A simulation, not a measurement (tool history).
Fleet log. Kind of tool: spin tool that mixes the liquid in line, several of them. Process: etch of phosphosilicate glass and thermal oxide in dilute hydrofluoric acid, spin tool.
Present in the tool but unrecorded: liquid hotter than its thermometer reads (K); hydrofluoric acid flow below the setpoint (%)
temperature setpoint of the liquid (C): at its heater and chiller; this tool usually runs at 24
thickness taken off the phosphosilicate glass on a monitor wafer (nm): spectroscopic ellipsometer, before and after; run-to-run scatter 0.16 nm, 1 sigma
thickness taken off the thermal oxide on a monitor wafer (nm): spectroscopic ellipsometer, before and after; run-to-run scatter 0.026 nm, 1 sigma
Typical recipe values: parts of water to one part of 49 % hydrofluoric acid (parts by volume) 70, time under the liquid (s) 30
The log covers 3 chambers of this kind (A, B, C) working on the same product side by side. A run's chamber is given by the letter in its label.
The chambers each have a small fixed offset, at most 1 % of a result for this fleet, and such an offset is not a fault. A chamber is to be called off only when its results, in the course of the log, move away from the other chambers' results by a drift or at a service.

run   hour  temperature setpoint of the liquid (C)  parts of water to one part of 49 % hydrofluoric acid (parts by volume)  time under the liquid (s)  hours since the thermometer was replaced  hours since the hydrofluoric acid flow meter was replaced  read-back film thickness of the phosphosilicate glass reference wafer, read on the same gauge (nm)  read-back film thickness of the thermal oxide reference wafer, read on the same gauge (nm)  thickness taken off the phosphosilicate glass on a monitor wafer (nm)  thickness taken off the thermal oxide on a monitor wafer (nm)
 1B    3.6                                      24                                                                      70                         30                                    1630.3                                                     1277.9                                                                                              49.949                                                                                      29.972                                                                 26.878                                                         2.0351
 2A    8.3                                      24                                                                      70                         30                                    2376.4                                                      497.2                                                                                              49.992                                                                                      29.971                                                                 26.497                                                         2.0264
 3C   13.7                                      24                                                                      70                         30                                     123.8                                                      880.8                                                                                                  50                                                                                      30.021                                                                 26.691                                                          2.014
 4A   16.7                                      24                                                                      70                         30                                    2384.8                                                      505.6                                                                                              50.011                                                                                      30.007                                                                 26.424                                                         2.0309
 5B   21.7                                      24                                                                      70                         30                                    1648.4                                                       1296                                                                                              49.957                                                                                      29.998                                                                 26.758                                                         2.0657
 6C   28.2                                      24                                                                      70                         30                                     138.3                                                      895.3                                                                                              49.985                                                                                      29.998                                                                 26.401                                                         2.0608
 7B   33.1                                      24                                                                      70                         30                                    1659.8                                                     1307.4                                                                                              49.995                                                                                      29.988                                                                 26.733                                                         2.0549
 8C   39.3                                    21.5                                                                      50                         30                                     149.4                                                      906.4                                                                                              49.959                                                                                      30.004                                                                 34.376                                                         2.6848
 9A   44.3                                    21.5                                                                      50                         30                                    2412.4                                                      533.2                                                                                              49.961                                                                                      30.003                                                                 34.017                                                         2.6321
10A   50.4                                    21.5                                                                      50                         30                                    2418.5                                                      539.3                                                                                               49.95                                                                                      30.004                                                                 34.197                                                         2.6433
11B   53.6                                      24                                                                      70                         30                                    1680.3                                                     1327.9                                                                                              50.023                                                                                      30.022                                                                 26.752                                                         1.9691
12C   57.9                                      24                                                                      70                         30                                       168                                                        925                                                                                              50.003                                                                                      30.044                                                                 26.539                                                         2.0198
13B   62.1                                      24                                                                      70                         30                                    1688.8                                                     1336.4                                                                                              49.996                                                                                      29.977                                                                 26.781                                                         2.0306
14C     66                                      24                                                                      70                         30                                     176.1                                                      933.1                                                                                              49.985                                                                                      30.009                                                                 26.705                                                          2.108
15A   70.2                                      24                                                                      70                         30                                    2438.3                                                      559.1                                                                                              49.992                                                                                          30                                                                 26.781                                                         2.0189
16C   74.3                                      24                                                                      70                         30                                     184.4                                                      941.4                                                                                              50.002                                                                                      30.021                                                                 26.692                                                         2.1046
17B   78.9                                      24                                                                      70                         30                                    1705.6                                                     1353.2                                                                                              49.987                                                                                      30.001                                                                 27.087                                                          2.065
18A   82.6                                      22                                                                      50                         30                                    2450.7                                                      571.5                                                                                              50.016                                                                                      30.021                                                                 35.102                                                         2.6876
19C   88.4                                      22                                                                      50                         30                                     198.5                                                      955.5                                                                                              49.949                                                                                      29.964                                                                 35.283                                                         2.7045
20B   93.7                                      22                                                                      50                         30                                    1720.4                                                       1368                                                                                              49.978                                                                                      30.008                                                                 35.725                                                         2.6669
21A   99.5                                      24                                                                      70                         30                                    2467.6                                                      588.4                                                                                              50.023                                                                                      29.989                                                                  26.28                                                         2.0375
       101  -- chamber A: thermometer replaced
22C  102.7                                      24                                                                      70                         30                                     212.8                                                      969.8                                                                                              50.002                                                                                      29.995                                                                  26.43                                                         2.0294
23A  108.1                                      24                                                                      70                         30                                       7.2                                                        597                                                                                              49.984                                                                                      30.013                                                                 26.571                                                         2.1008
24B  111.3                                      24                                                                      70                         30                                      1738                                                     1385.6                                                                                              50.004                                                                                      29.991                                                                 26.862                                                         2.0515
25A  116.4                                      24                                                                      70                         30                                      15.5                                                      605.3                                                                                              49.969                                                                                      30.006                                                                 26.409                                                         2.0578
26C  122.2                                      24                                                                      70                         30                                     232.3                                                      989.3                                                                                              49.998                                                                                      30.009                                                                 26.932                                                         2.0183
27B  125.6                                      26                                                                      70                         30                                    1752.3                                                     1399.9                                                                                              50.008                                                                                       30.03                                                                 29.188                                                         2.2344
28C    132                                      26                                                                      70                         30                                     242.1                                                      999.1                                                                                              49.962                                                                                      29.991                                                                 28.599                                                         2.1984
29B  138.6                                      26                                                                      70                         30                                    1765.3                                                     1412.9                                                                                              50.023                                                                                      30.007                                                                  28.68                                                         2.2151
30A  142.7                                      24                                                                      70                         30                                      41.8                                                      631.6                                                                                              50.015                                                                                      29.977                                                                 26.697                                                         2.0584
     147.3  -- chamber B: thermometer replaced
31A  148.4                                      24                                                                      70                         30                                      47.5                                                      637.3                                                                                              50.007                                                                                      30.009                                                                 26.516                                                         2.0358
32C  151.9                                      24                                                                      70                         30                                       262                                                       1019                                                                                              49.989                                                                                      30.036                                                                  26.96                                                          2.023
33B  154.9                                      24                                                                      70                         45                                       7.6                                                     1429.2                                                                                                  50                                                                                      29.963                                                                 40.162                                                         3.0921
34B  158.8                                      24                                                                      70                         45                                      11.5                                                     1433.1                                                                                              50.012                                                                                          30                                                                 40.496                                                         3.0374

Is one chamber off against the others, does the gauge drift, or is nothing wrong? If a chamber is off, say which, and what the likeliest cause is.

Neither any chamber nor the gauge drifts; the chambers differ only by their own small, steady offsets.
